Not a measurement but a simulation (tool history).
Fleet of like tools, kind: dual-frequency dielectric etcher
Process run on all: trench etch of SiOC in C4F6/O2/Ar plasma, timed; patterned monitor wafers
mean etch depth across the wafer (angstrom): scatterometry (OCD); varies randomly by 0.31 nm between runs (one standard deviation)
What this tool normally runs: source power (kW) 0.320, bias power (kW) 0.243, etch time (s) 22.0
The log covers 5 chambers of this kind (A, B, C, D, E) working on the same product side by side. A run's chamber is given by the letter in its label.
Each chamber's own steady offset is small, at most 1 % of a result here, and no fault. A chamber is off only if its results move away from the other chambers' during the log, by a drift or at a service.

| run | hour | source power (kW) | bias power (kW) | etch time (s) | hours since the last wet clean | hours since the last source power generator calibration | hours since the last bias power generator calibration | read-back reference wafer on the same gauge, depth_nm | mean etch depth across the wafer (angstrom) |
|---|---|---|---|---|---|---|---|---|---|
| 1C | 5.2 | 0.320 | 0.243 | 22.0 | 171.0 | 1902.4 | 170.3 | 43.694 | 463.37 |
| 2E | 8.1 | 0.320 | 0.243 | 22.0 | 183.3 | 1423.7 | 1179.5 | 43.751 | 460.18 |
| 3B | 12.3 | 0.320 | 0.243 | 22.0 | 250.7 | 1682.1 | 609.0 | 43.705 | 464.02 |
| 4A | 18.0 | 0.320 | 0.243 | 22.0 | 235.6 | 1844.7 | 1736.7 | 43.663 | 462.40 |
| 5D | 21.5 | 0.320 | 0.243 | 22.0 | 460.1 | 596.6 | 1519.9 | 43.723 | 468.42 |
| 6B | 26.7 | 0.320 | 0.243 | 22.0 | 265.1 | 1696.5 | 623.4 | 43.698 | 464.29 |
| 7C | 31.8 | 0.320 | 0.243 | 22.0 | 197.6 | 1929.0 | 196.9 | 43.690 | 462.18 |
| 8A | 35.4 | 0.260 | 0.243 | 22.0 | 253.0 | 1862.1 | 1754.1 | 43.602 | 424.88 |
| 9D | 39.0 | 0.260 | 0.243 | 22.0 | 477.6 | 614.1 | 1537.4 | 43.717 | 426.56 |
| 10E | 42.5 | 0.260 | 0.243 | 22.0 | 217.7 | 1458.1 | 1213.9 | 43.726 | 432.24 |
| 11E | 47.8 | 0.260 | 0.243 | 22.0 | 223.0 | 1463.4 | 1219.2 | 43.674 | 427.40 |
| 12D | 52.7 | 0.260 | 0.243 | 22.0 | 491.3 | 627.8 | 1551.1 | 43.732 | 428.42 |
| 13B | 58.3 | 0.320 | 0.243 | 22.0 | 296.7 | 1728.1 | 655.0 | 43.658 | 458.17 |
| 14C | 62.3 | 0.320 | 0.243 | 22.0 | 228.1 | 1959.5 | 227.4 | 43.709 | 460.35 |
| 15A | 65.5 | 0.350 | 0.243 | 22.0 | 283.1 | 1892.2 | 1784.2 | 43.733 | 475.75 |
| 16D | 69.7 | 0.350 | 0.243 | 22.0 | 508.3 | 644.8 | 1568.1 | 43.694 | 480.89 |
| 17B | 72.6 | 0.350 | 0.243 | 22.0 | 311.0 | 1742.4 | 669.3 | 43.693 | 476.82 |
| 18C | 76.8 | 0.350 | 0.243 | 22.0 | 242.6 | 1974.0 | 241.9 | 43.721 | 480.22 |
| 19E | 80.4 | 0.350 | 0.243 | 22.0 | 255.6 | 1496.0 | 1251.8 | 43.704 | 482.53 |
| 20A | 83.9 | 0.320 | 0.243 | 22.0 | 301.5 | 1910.6 | 1802.6 | 43.638 | 457.57 |
| 21A | 87.9 | 0.320 | 0.243 | 22.0 | 305.5 | 1914.6 | 1806.6 | 43.817 | 453.13 |
| 22E | 93.0 | 0.320 | 0.243 | 22.0 | 268.2 | 1508.6 | 1264.4 | 43.725 | 460.09 |
| 23D | 97.8 | 0.320 | 0.212 | 22.0 | 536.4 | 672.9 | 1596.2 | 43.732 | 446.56 |
| 24C | 100.8 | 0.320 | 0.212 | 22.0 | 266.6 | 1998.0 | 265.9 | 43.720 | 446.09 |
| 25B | 106.1 | 0.320 | 0.212 | 22.0 | 344.5 | 1775.9 | 702.8 | 43.693 | 426.88 |
|  | 108.3 | chamber D: wet clean of the chamber |
| 26B | 111.7 | 0.320 | 0.212 | 22.0 | 350.1 | 1781.5 | 708.4 | 43.719 | 431.92 |
| 27A | 116.1 | 0.320 | 0.212 | 22.0 | 333.7 | 1942.8 | 1834.8 | 43.707 | 437.94 |
| 28D | 121.3 | 0.320 | 0.243 | 22.0 | 13.1 | 696.4 | 1619.7 | 43.725 | 467.62 |
| 29C | 126.2 | 0.320 | 0.243 | 22.0 | 292.0 | 2023.4 | 291.3 | 43.746 | 462.77 |
| 30E | 130.1 | 0.320 | 0.300 | 19.5 | 305.3 | 1545.7 | 1301.5 | 43.682 | 449.34 |
| 31A | 133.0 | 0.320 | 0.300 | 19.5 | 350.6 | 1959.7 | 1851.7 | 43.591 | 437.76 |
| 32E | 137.9 | 0.320 | 0.300 | 19.5 | 313.1 | 1553.5 | 1309.3 | 43.695 | 445.41 |
| 33B | 140.5 | 0.320 | 0.300 | 19.5 | 378.9 | 1810.3 | 737.2 | 43.699 | 424.88 |
| 34C | 143.5 | 0.320 | 0.300 | 19.5 | 309.3 | 2040.7 | 308.6 | 43.686 | 444.31 |
| 35D | 146.4 | 0.320 | 0.243 | 22.0 | 38.2 | 721.5 | 1644.8 | 43.700 | 464.90 |

Is one chamber out of step, is the gauge drifting, or do the chambers differ by no more than their own small offsets? For an off chamber, give its letter and the likeliest cause.

Little by little, chamber B moves away from the other chambers.
What lies behind it: etch rate under this chamber's usual, % = 5.03.

Chamber B could run next with any of the 4 candidate recipes listed below; each alters the usual settings, and their results appear as question marks. Which one brings its results back in line with what the other chambers deliver on the usual settings?
A result is in line if it is within this distance of the other chambers' mean on the usual settings: mean etch depth across the wafer (angstrom) 11.00
| 36B-1 | 150.5 | 0.310 | 0.238 | 20.5 |  |  |  |  | ? |
| 36B-2 | 150.5 | 0.320 | 0.243 | 24.0 |  |  |  |  | ? |
| 36B-3 | 150.5 | 0.320 | 0.243 | 21.0 |  |  |  |  | ? |
| 36B-4 | 150.5 | 0.320 | 0.245 | 23.0 |  |  |  |  | ? |

Mean of the other chambers on the usual settings: mean etch depth across the wafer (angstrom) 463.05
| run | mean etch depth across the wafer (angstrom) |
|---|---|
| 36B-1 | 403.91 |
| 36B-2 | 482.08 |
| 36B-3 | 421.82 |
| 36B-4 | 463.30 |
36B-4 is the one that brings the chamber's results back in line with the other chambers.

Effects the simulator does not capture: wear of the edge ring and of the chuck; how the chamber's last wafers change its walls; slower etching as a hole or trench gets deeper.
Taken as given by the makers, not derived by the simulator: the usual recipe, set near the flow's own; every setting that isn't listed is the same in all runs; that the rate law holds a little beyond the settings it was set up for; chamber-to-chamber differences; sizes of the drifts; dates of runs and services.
